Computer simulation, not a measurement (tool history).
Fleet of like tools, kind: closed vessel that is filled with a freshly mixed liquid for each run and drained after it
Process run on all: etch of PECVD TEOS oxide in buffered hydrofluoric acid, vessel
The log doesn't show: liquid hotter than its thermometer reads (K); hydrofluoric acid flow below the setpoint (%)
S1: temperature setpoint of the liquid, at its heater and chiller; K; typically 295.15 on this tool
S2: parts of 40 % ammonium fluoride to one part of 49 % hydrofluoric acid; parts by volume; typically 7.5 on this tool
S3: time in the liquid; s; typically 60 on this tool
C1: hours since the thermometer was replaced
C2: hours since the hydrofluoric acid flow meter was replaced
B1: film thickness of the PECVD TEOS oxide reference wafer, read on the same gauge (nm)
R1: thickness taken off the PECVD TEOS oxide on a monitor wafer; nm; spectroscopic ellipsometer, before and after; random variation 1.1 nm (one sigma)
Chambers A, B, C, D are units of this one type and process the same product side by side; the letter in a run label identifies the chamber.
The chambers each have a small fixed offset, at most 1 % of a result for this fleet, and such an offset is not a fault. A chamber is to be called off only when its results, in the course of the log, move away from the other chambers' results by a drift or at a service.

run   hour      S1   S2  S3      C1     C2       B1      R1
 1D    4.5  295.15  7.5  60  1448.4  162.4   99.994  147.15
 2A    7.7  295.15  7.5  60  1086.4  254.1  100.010  144.06
 3C   11.4  295.15  7.5  60    48.5  769.9  100.010  142.37
 4B   17.0  295.15  7.5  60   193.1  690.7   99.982  147.05
 5C   21.5  295.15  7.5  60    58.6  780.0  100.000  143.84
 6A   24.0  295.15  7.5  60  1102.7  270.4  100.010  147.29
 7D   27.2  295.15  7.5  60  1471.1  185.1  100.010  147.27
 8B   31.5  295.15  7.5  60   207.6  705.2  100.000  146.08
 9A   35.6  298.65  7.5  40  1114.3  282.0  100.000  116.62
10D   39.0  298.65  7.5  40  1482.9  196.9   99.993  118.42
11C   43.2  298.65  7.5  40    80.3  801.7  100.010  116.01
12B   47.1  298.65  7.5  40   223.2  720.8  100.000  116.44
      48.0  -- chamber D: thermometer replaced
13B   52.5  295.15  7.5  60   228.6  726.2  100.010  146.21
14D   55.8  295.15  7.5  60     7.9  213.7  100.010  146.25
15A   59.7  295.15  7.5  60  1138.4  306.1   99.988  142.59
      60.3  -- chamber C: hydrofluoric acid flow meter replaced
16C   63.4  295.15  7.5  60   100.5    3.2  100.000  144.32
17D   67.5  295.15  7.5  60    19.6  225.4   99.983  145.63
18B   71.2  295.15  7.5  60   247.3  744.9   99.986  144.73
19C   76.7  295.15  7.5  60   113.8   16.5  100.000  144.81
20A   80.8  295.15  7.5  60  1159.5  327.2   99.989  140.44
21C   84.0  295.15  7.5  60   121.1   23.8  100.020  145.38
22B   88.1  295.15  7.5  60   264.2  761.8  100.010  144.04
23D   93.2  295.15  7.5  60    45.3  251.1  100.020  144.19
24A   98.3  295.15  7.5  60  1177.0  344.7  100.010  134.80
25C  101.0  295.15  7.5  60   138.1   40.8  100.020  145.72
26B  106.2  295.15  7.5  60   282.3  779.9  100.010  144.90
27A  109.6  295.15  7.5  60  1188.3  356.0  100.010  134.58

Read the log: is a single chamber off, either drifting away or since a service, is the gauge that measures every chamber drifting, or is nothing wrong beyond small per-chamber offsets? Name any odd chamber and what most likely caused it.

It is chamber A that slowly wanders off from its peers.
What lies behind it: hydrofluoric acid flow below the setpoint (%) = 7.15.
The log might look much the same if the cause were instead: liquid colder than its thermometer reads (K).

Which of the 4 candidates below, each the usual settings with something changed and its results left as question marks, puts chamber A back in line with what the other chambers give on the usual settings?
In-line tolerance around the mean of the other chambers on the usual settings: R1 4.00 nm
28A-1  113.6  294.65  7.5  60               ?
28A-2  113.6  295.65  7.5  60               ?
28A-3  113.6  295.15  7.5  55               ?
28A-4  113.6  295.15  7.5  65               ?

Average result of the remaining chambers running the usual settings: R1 145.34 nm
  run      R1
28A-1  130.53
28A-2  137.85
28A-3  123.00
28A-4  145.36
28A-4 is the one that brings the chamber's results back in line with the other chambers.
